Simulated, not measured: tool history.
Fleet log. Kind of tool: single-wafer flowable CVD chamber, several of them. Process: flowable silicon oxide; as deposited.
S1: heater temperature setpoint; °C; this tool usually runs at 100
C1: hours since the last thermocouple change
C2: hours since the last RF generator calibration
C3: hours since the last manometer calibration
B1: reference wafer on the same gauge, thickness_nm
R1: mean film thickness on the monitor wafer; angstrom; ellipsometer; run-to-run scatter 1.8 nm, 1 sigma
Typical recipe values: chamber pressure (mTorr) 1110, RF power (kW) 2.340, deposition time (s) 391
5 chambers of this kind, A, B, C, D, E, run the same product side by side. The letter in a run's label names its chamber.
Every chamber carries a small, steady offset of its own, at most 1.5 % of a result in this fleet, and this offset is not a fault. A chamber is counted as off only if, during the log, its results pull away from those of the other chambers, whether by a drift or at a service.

{"run": "1E", "hour": 5.5, "S1": 100, "chamber pressure (mTorr)": 1110, "RF power (kW)": 2.34, "deposition time (s)": 391, "C1": 1822.1, "C2": 859.1, "C3": 830.8, "B1": 337.21, "R1": 3598.6}
{"run": "2C", "hour": 10.1, "S1": 100, "chamber pressure (mTorr)": 1110, "RF power (kW)": 2.34, "deposition time (s)": 391, "C1": 1284.2, "C2": 51.6, "C3": 942.6, "B1": 336.61, "R1": 3657.1}
{"run": "3D", "hour": 16.0, "S1": 100, "chamber pressure (mTorr)": 1110, "RF power (kW)": 2.34, "deposition time (s)": 391, "C1": 214.4, "C2": 117.0, "C3": 268.5, "B1": 336.93, "R1": 3631.5}
{"run": "4A", "hour": 21.7, "S1": 100, "chamber pressure (mTorr)": 1110, "RF power (kW)": 2.34, "deposition time (s)": 391, "C1": 134.3, "C2": 1200.9, "C3": 1374.1, "B1": 336.93, "R1": 3620.1}
{"run": "5B", "hour": 24.6, "S1": 100, "chamber pressure (mTorr)": 1110, "RF power (kW)": 2.34, "deposition time (s)": 391, "C1": 560.9, "C2": 575.3, "C3": 596.5, "B1": 337.4, "R1": 3585.2}
{"run": "6C", "hour": 29.0, "S1": 100, "chamber pressure (mTorr)": 1110, "RF power (kW)": 2.34, "deposition time (s)": 391, "C1": 1303.1, "C2": 70.5, "C3": 961.5, "B1": 337.21, "R1": 3641.0}
{"run": "7D", "hour": 31.9, "S1": 100, "chamber pressure (mTorr)": 1110, "RF power (kW)": 2.34, "deposition time (s)": 342, "C1": 230.3, "C2": 132.9, "C3": 284.4, "B1": 336.78, "R1": 3166.0}
{"run": "8E", "hour": 36.3, "S1": 100, "chamber pressure (mTorr)": 1110, "RF power (kW)": 2.34, "deposition time (s)": 342, "C1": 1852.9, "C2": 889.9, "C3": 861.6, "B1": 337.07, "R1": 3149.7}
{"run": "9B", "hour": 39.8, "S1": 100, "chamber pressure (mTorr)": 1110, "RF power (kW)": 2.34, "deposition time (s)": 342, "C1": 576.1, "C2": 590.5, "C3": 611.7, "B1": 336.82, "R1": 3132.0}
{"run": "10A", "hour": 42.5, "S1": 100, "chamber pressure (mTorr)": 1110, "RF power (kW)": 2.34, "deposition time (s)": 342, "C1": 155.1, "C2": 1221.7, "C3": 1394.9, "B1": 336.96, "R1": 3168.8}
{"run": "11B", "hour": 48.1, "S1": 100, "chamber pressure (mTorr)": 1110, "RF power (kW)": 2.34, "deposition time (s)": 342, "C1": 584.4, "C2": 598.8, "C3": 620.0, "B1": 337.01, "R1": 3125.0}
{"run": "12C", "hour": 53.1, "S1": 100, "chamber pressure (mTorr)": 1110, "RF power (kW)": 2.34, "deposition time (s)": 391, "C1": 1327.2, "C2": 94.6, "C3": 985.6, "B1": 337.18, "R1": 3614.2}
{"run": "13E", "hour": 58.6, "S1": 109, "chamber pressure (mTorr)": 1110, "RF power (kW)": 2.34, "deposition time (s)": 414, "C1": 1875.2, "C2": 912.2, "C3": 883.9, "B1": 337.06, "R1": 2784.8}
{"run": "14D", "hour": 62.2, "S1": 109, "chamber pressure (mTorr)": 1110, "RF power (kW)": 2.34, "deposition time (s)": 414, "C1": 260.6, "C2": 163.2, "C3": 314.7, "B1": 337.12, "R1": 2828.2}
{"run": "15A", "hour": 65.0, "S1": 109, "chamber pressure (mTorr)": 1110, "RF power (kW)": 2.34, "deposition time (s)": 414, "C1": 177.6, "C2": 1244.2, "C3": 1417.4, "B1": 336.42, "R1": 2803.3}
{"run": "16A", "hour": 70.3, "S1": 109, "chamber pressure (mTorr)": 1110, "RF power (kW)": 2.34, "deposition time (s)": 414, "C1": 182.9, "C2": 1249.5, "C3": 1422.7, "B1": 337.38, "R1": 2797.3}
{"run": "17C", "hour": 73.4, "S1": 109, "chamber pressure (mTorr)": 1110, "RF power (kW)": 2.34, "deposition time (s)": 414, "C1": 1347.5, "C2": 114.9, "C3": 1005.9, "B1": 337.29, "R1": 2827.0}
{"run": "18B", "hour": 76.6, "S1": 100, "chamber pressure (mTorr)": 1110, "RF power (kW)": 2.34, "deposition time (s)": 391, "C1": 612.9, "C2": 627.3, "C3": 648.5, "B1": 337.17, "R1": 3570.5}
{"run": "19E", "hour": 79.2, "S1": 100, "chamber pressure (mTorr)": 1110, "RF power (kW)": 2.34, "deposition time (s)": 391, "C1": 1895.8, "C2": 932.8, "C3": 904.5, "B1": 337.48, "R1": 3591.4}
{"run": "20D", "hour": 85.2, "S1": 100, "chamber pressure (mTorr)": 1110, "RF power (kW)": 2.34, "deposition time (s)": 391, "C1": 283.6, "C2": 186.2, "C3": 337.7, "B1": 336.8, "R1": 3631.0}
{"run": "21C", "hour": 89.8, "S1": 100, "chamber pressure (mTorr)": 1110, "RF power (kW)": 2.34, "deposition time (s)": 391, "C1": 1363.9, "C2": 131.3, "C3": 1022.3, "B1": 336.87, "R1": 3657.5}
{"run": "22D", "hour": 92.8, "S1": 100, "chamber pressure (mTorr)": 1110, "RF power (kW)": 2.34, "deposition time (s)": 391, "C1": 291.2, "C2": 193.8, "C3": 345.3, "B1": 336.97, "R1": 3606.9}
{"run": "23E", "hour": 98.5, "S1": 100, "chamber pressure (mTorr)": 1110, "RF power (kW)": 2.34, "deposition time (s)": 391, "C1": 1915.1, "C2": 952.1, "C3": 923.8, "B1": 336.98, "R1": 3615.6}
{"run": "24A", "hour": 102.1, "S1": 100, "chamber pressure (mTorr)": 1110, "RF power (kW)": 2.34, "deposition time (s)": 391, "C1": 214.7, "C2": 1281.3, "C3": 1454.5, "B1": 336.98, "R1": 3632.4}
{"run": "25B", "hour": 105.7, "S1": 100, "chamber pressure (mTorr)": 1110, "RF power (kW)": 2.34, "deposition time (s)": 391, "C1": 642.0, "C2": 656.4, "C3": 677.6, "B1": 337.21, "R1": 3518.5}
{"run": "26B", "hour": 110.4, "S1": 100, "chamber pressure (mTorr)": 1110, "RF power (kW)": 2.34, "deposition time (s)": 391, "C1": 646.7, "C2": 661.1, "C3": 682.3, "B1": 336.76, "R1": 3513.8}
{"run": "27E", "hour": 113.6, "S1": 100, "chamber pressure (mTorr)": 1110, "RF power (kW)": 2.34, "deposition time (s)": 391, "C1": 1930.2, "C2": 967.2, "C3": 938.9, "B1": 336.82, "R1": 3600.4}
{"run": "28A", "hour": 117.2, "S1": 100, "chamber pressure (mTorr)": 1110, "RF power (kW)": 2.34, "deposition time (s)": 391, "C1": 229.8, "C2": 1296.4, "C3": 1469.6, "B1": 337.61, "R1": 3612.1}
{"run": "29C", "hour": 120.0, "S1": 100, "chamber pressure (mTorr)": 1110, "RF power (kW)": 2.34, "deposition time (s)": 391, "C1": 1394.1, "C2": 161.5, "C3": 1052.5, "B1": 336.7, "R1": 3643.7}
{"run": "30D", "hour": 124.3, "S1": 100, "chamber pressure (mTorr)": 1110, "RF power (kW)": 2.34, "deposition time (s)": 391, "C1": 322.7, "C2": 225.3, "C3": 376.8, "B1": 337.26, "R1": 3606.4}
{"run": "31A", "hour": 128.7, "S1": 100, "chamber pressure (mTorr)": 1110, "RF power (kW)": 2.34, "deposition time (s)": 391, "C1": 241.3, "C2": 1307.9, "C3": 1481.1, "B1": 337.42, "R1": 3594.3}
{"run": "32B", "hour": 134.5, "S1": 100, "chamber pressure (mTorr)": 1110, "RF power (kW)": 2.34, "deposition time (s)": 391, "C1": 670.8, "C2": 685.2, "C3": 706.4, "B1": 337.68, "R1": 3501.3}
{"run": "33E", "hour": 138.2, "S1": 100, "chamber pressure (mTorr)": 1110, "RF power (kW)": 2.34, "deposition time (s)": 391, "C1": 1954.8, "C2": 991.8, "C3": 963.5, "B1": 337.32, "R1": 3582.1}
{"run": "34D", "hour": 143.9, "S1": 100, "chamber pressure (mTorr)": 1110, "RF power (kW)": 2.34, "deposition time (s)": 334, "C1": 342.3, "C2": 244.9, "C3": 396.4, "B1": 336.79, "R1": 3093.6}
{"run": "35C", "hour": 147.2, "S1": 100, "chamber pressure (mTorr)": 1110, "RF power (kW)": 2.34, "deposition time (s)": 334, "C1": 1421.3, "C2": 188.7, "C3": 1079.7, "B1": 336.9, "R1": 3086.6}
{"run": "36A", "hour": 151.2, "S1": 100, "chamber pressure (mTorr)": 1110, "RF power (kW)": 2.34, "deposition time (s)": 334, "C1": 263.8, "C2": 1330.4, "C3": 1503.6, "B1": 337.23, "R1": 3092.0}
{"run": "37B", "hour": 155.8, "S1": 100, "chamber pressure (mTorr)": 1110, "RF power (kW)": 2.34, "deposition time (s)": 334, "C1": 692.1, "C2": 706.5, "C3": 727.7, "B1": 337.14, "R1": 2925.9}

Next, every chamber runs the same settings. What will each give?
{"run": "38A", "hour": 160.1, "S1": 100, "chamber pressure (mTorr)": 1110, "RF power (kW)": 2.795, "deposition time (s)": 391, "R1": "?"}
{"run": "38B", "hour": 160.1, "S1": 100, "chamber pressure (mTorr)": 1110, "RF power (kW)": 2.795, "deposition time (s)": 391, "R1": "?"}
{"run": "38C", "hour": 160.1, "S1": 100, "chamber pressure (mTorr)": 1110, "RF power (kW)": 2.795, "deposition time (s)": 391, "R1": "?"}
{"run": "38D", "hour": 160.1, "S1": 100, "chamber pressure (mTorr)": 1110, "RF power (kW)": 2.795, "deposition time (s)": 391, "R1": "?"}
{"run": "38E", "hour": 160.1, "S1": 100, "chamber pressure (mTorr)": 1110, "RF power (kW)": 2.795, "deposition time (s)": 391, "R1": "?"}

run=38A R1=3693.7
run=38B R1=3544.1
run=38C R1=3730.1
run=38D R1=3754.7
run=38E R1=3667.9

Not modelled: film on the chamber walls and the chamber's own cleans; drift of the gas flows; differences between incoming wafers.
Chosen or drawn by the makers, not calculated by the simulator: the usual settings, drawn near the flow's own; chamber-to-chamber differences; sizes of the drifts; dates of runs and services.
